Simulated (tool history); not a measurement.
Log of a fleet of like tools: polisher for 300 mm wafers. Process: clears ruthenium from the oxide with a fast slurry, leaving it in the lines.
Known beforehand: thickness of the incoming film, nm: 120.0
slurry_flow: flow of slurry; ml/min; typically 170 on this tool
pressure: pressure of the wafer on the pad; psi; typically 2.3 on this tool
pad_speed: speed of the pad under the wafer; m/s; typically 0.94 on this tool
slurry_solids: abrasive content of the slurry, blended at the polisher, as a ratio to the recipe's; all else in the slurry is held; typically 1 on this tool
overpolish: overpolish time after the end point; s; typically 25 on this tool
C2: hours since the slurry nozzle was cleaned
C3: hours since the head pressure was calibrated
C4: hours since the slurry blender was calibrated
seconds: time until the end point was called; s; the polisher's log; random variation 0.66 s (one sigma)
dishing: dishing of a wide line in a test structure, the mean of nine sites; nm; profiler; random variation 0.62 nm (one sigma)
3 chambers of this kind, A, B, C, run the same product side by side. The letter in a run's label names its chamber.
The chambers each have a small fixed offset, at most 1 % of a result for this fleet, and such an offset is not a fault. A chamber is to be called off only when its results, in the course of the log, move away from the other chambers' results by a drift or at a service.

run 1A day=0.117 | slurry_flow=170 pressure=2.3 pad_speed=0.94 slurry_solids=1 overpolish=25 | wafers_polished_on_this_pad=541 C2=45.1 C3=252.5 C4=154.9 | seconds=38.530 dishing=42.638
run 2B day=0.262 | slurry_flow=170 pressure=2.3 pad_speed=0.94 slurry_solids=1 overpolish=25 | wafers_polished_on_this_pad=214 C2=158.3 C3=173.8 C4=39.4 | seconds=37.700 dishing=42.098
run 3C day=0.479 | slurry_flow=170 pressure=2.3 pad_speed=0.94 slurry_solids=1 overpolish=25 | wafers_polished_on_this_pad=826 C2=185.1 C3=131.1 C4=109.2 | seconds=39.269 dishing=42.546
run 4C day=0.662 | slurry_flow=170 pressure=2.3 pad_speed=0.94 slurry_solids=1 overpolish=25 | wafers_polished_on_this_pad=886 C2=189.5 C3=135.5 C4=113.6 | seconds=38.957 dishing=43.099
run 5A day=0.792 | slurry_flow=170 pressure=2.3 pad_speed=0.94 slurry_solids=1 overpolish=25 | wafers_polished_on_this_pad=764 C2=61.3 C3=268.7 C4=171.1 | seconds=39.137 dishing=43.605
-- day=1.008 chamber C: worn pad replaced by a new one
run 6B day=1.033 | slurry_flow=170 pressure=2.3 pad_speed=0.94 slurry_solids=1 overpolish=25 | wafers_polished_on_this_pad=468 C2=176.8 C3=192.3 C4=57.9 | seconds=38.430 dishing=42.740
-- day=1.104 chamber B: worn pad replaced by a new one
run 7C day=1.183 | slurry_flow=170 pressure=2.3 pad_speed=0.94 slurry_solids=1 overpolish=25 | wafers_polished_on_this_pad=58 C2=202.0 C3=148.0 C4=126.1 | seconds=39.373 dishing=41.789
run 8A day=1.400 | slurry_flow=170 pressure=2.3 pad_speed=0.94 slurry_solids=1 overpolish=25 | wafers_polished_on_this_pad=964 C2=75.9 C3=283.3 C4=185.7 | seconds=38.040 dishing=42.238
run 9B day=1.583 | slurry_flow=170 pressure=2.3 pad_speed=0.94 slurry_solids=1 overpolish=25 | wafers_polished_on_this_pad=158 C2=190.0 C3=205.5 C4=71.1 | seconds=36.662 dishing=42.921
run 10A day=1.817 | slurry_flow=170 pressure=2.3 pad_speed=0.94 slurry_solids=1 overpolish=25 | wafers_polished_on_this_pad=1102 C2=85.9 C3=293.3 C4=195.7 | seconds=38.913 dishing=43.022
run 11C day=1.975 | slurry_flow=170 pressure=2.3 pad_speed=0.94 slurry_solids=1 overpolish=25 | wafers_polished_on_this_pad=319 C2=221.0 C3=167.0 C4=145.1 | seconds=39.456 dishing=41.396
run 12B day=2.217 | slurry_flow=170 pressure=2.3 pad_speed=0.94 slurry_solids=1 overpolish=25 | wafers_polished_on_this_pad=367 C2=205.2 C3=220.7 C4=86.3 | seconds=37.371 dishing=43.787
run 13A day=2.417 | slurry_flow=170 pressure=2.3 pad_speed=0.94 slurry_solids=1 overpolish=25 | wafers_polished_on_this_pad=1300 C2=100.3 C3=307.7 C4=210.1 | seconds=37.252 dishing=42.879
-- day=2.462 chamber A: worn pad replaced by a new one
-- day=2.642 chamber B: worn pad replaced by a new one
run 14C day=2.642 | slurry_flow=170 pressure=2.3 pad_speed=0.94 slurry_solids=1 overpolish=25 | wafers_polished_on_this_pad=539 C2=237.0 C3=183.0 C4=161.1 | seconds=38.652 dishing=41.135
run 15B day=2.900 | slurry_flow=170 pressure=2.3 pad_speed=0.94 slurry_solids=1 overpolish=25 | wafers_polished_on_this_pad=86 C2=221.6 C3=237.1 C4=102.7 | seconds=37.250 dishing=42.954
run 16C day=3.150 | slurry_flow=170 pressure=2.3 pad_speed=0.94 slurry_solids=1 overpolish=25 | wafers_polished_on_this_pad=707 C2=249.2 C3=195.2 C4=173.3 | seconds=40.294 dishing=40.765
run 17B day=3.308 | slurry_flow=170 pressure=2.3 pad_speed=0.94 slurry_solids=1 overpolish=25 | wafers_polished_on_this_pad=220 C2=231.4 C3=246.9 C4=112.5 | seconds=38.093 dishing=42.467
run 18A day=3.542 | slurry_flow=170 pressure=2.3 pad_speed=0.94 slurry_solids=1 overpolish=25 | wafers_polished_on_this_pad=356 C2=127.3 C3=334.7 C4=237.1 | seconds=38.133 dishing=43.729
run 19B day=3.783 | slurry_flow=170 pressure=2.3 pad_speed=0.94 slurry_solids=1 overpolish=25 | wafers_polished_on_this_pad=377 C2=242.8 C3=258.3 C4=123.9 | seconds=38.207 dishing=43.228
-- day=3.812 chamber C: worn pad replaced by a new one
run 20C day=3.912 | slurry_flow=170 pressure=2.3 pad_speed=0.94 slurry_solids=1 overpolish=25 | wafers_polished_on_this_pad=33 C2=267.5 C3=213.5 C4=191.6 | seconds=39.927 dishing=42.854
run 21A day=4.162 | slurry_flow=170 pressure=2.3 pad_speed=0.94 slurry_solids=1 overpolish=25 | wafers_polished_on_this_pad=561 C2=142.2 C3=349.6 C4=252.0 | seconds=37.536 dishing=43.160
-- day=4.171 chamber B: worn pad replaced by a new one
run 22B day=4.404 | slurry_flow=170 pressure=2.3 pad_speed=0.94 slurry_solids=1 overpolish=25 | wafers_polished_on_this_pad=78 C2=257.7 C3=273.2 C4=138.8 | seconds=36.681 dishing=42.257
run 23C day=4.617 | slurry_flow=170 pressure=2.3 pad_speed=0.94 slurry_solids=1 overpolish=25 | wafers_polished_on_this_pad=265 C2=284.4 C3=230.4 C4=208.5 | seconds=41.467 dishing=39.883
run 24A day=4.862 | slurry_flow=170 pressure=2.3 pad_speed=0.94 slurry_solids=1 overpolish=25 | wafers_polished_on_this_pad=792 C2=159.0 C3=366.4 C4=268.8 | seconds=39.214 dishing=42.929
run 25A day=5.046 | slurry_flow=170 pressure=2.3 pad_speed=0.94 slurry_solids=1 overpolish=25 | wafers_polished_on_this_pad=852 C2=163.4 C3=370.8 C4=273.2 | seconds=37.365 dishing=43.434

Is one chamber off against the others, does the gauge drift, or is nothing wrong? If a chamber is off, say which, and what the likeliest cause is.

It is chamber C that slowly wanders off from its peers.
Most likely cause: abrasive missing from the slurry, % = 19.1.
The log may not tell that from: slurry flow missing at the pad, %; head's pressure below its setpoint, %.

Which of the 4 candidates below, each the usual settings with something changed and its results left as question marks, puts chamber C back in line with what the other chambers give on the usual settings?
A result is in line if it is within this distance of the other chambers' mean on the usual settings: seconds 2.300 s; dishing 2.200 nm
run 26C-1 day=5.233 | slurry_flow=170 pressure=2.4 pad_speed=1.00 slurry_solids=1.00 overpolish=25 | seconds=? dishing=?
run 26C-2 day=5.233 | slurry_flow=175 pressure=2.5 pad_speed=1.04 slurry_solids=1.05 overpolish=25 | seconds=? dishing=?
run 26C-3 day=5.233 | slurry_flow=170 pressure=2.2 pad_speed=0.88 slurry_solids=1.00 overpolish=25 | seconds=? dishing=?
run 26C-4 day=5.233 | slurry_flow=165 pressure=2.1 pad_speed=0.86 slurry_solids=0.95 overpolish=26 | seconds=? dishing=?

Mean of the other chambers on the usual settings: seconds 37.830 s; dishing 43.042 nm
run=26C-1 seconds=37.831 dishing=42.826
run=26C-2 seconds=33.907 dishing=45.327
run=26C-3 seconds=47.009 dishing=37.788
run=26C-4 seconds=52.014 dishing=36.358
26C-1 brings the chamber back in line.

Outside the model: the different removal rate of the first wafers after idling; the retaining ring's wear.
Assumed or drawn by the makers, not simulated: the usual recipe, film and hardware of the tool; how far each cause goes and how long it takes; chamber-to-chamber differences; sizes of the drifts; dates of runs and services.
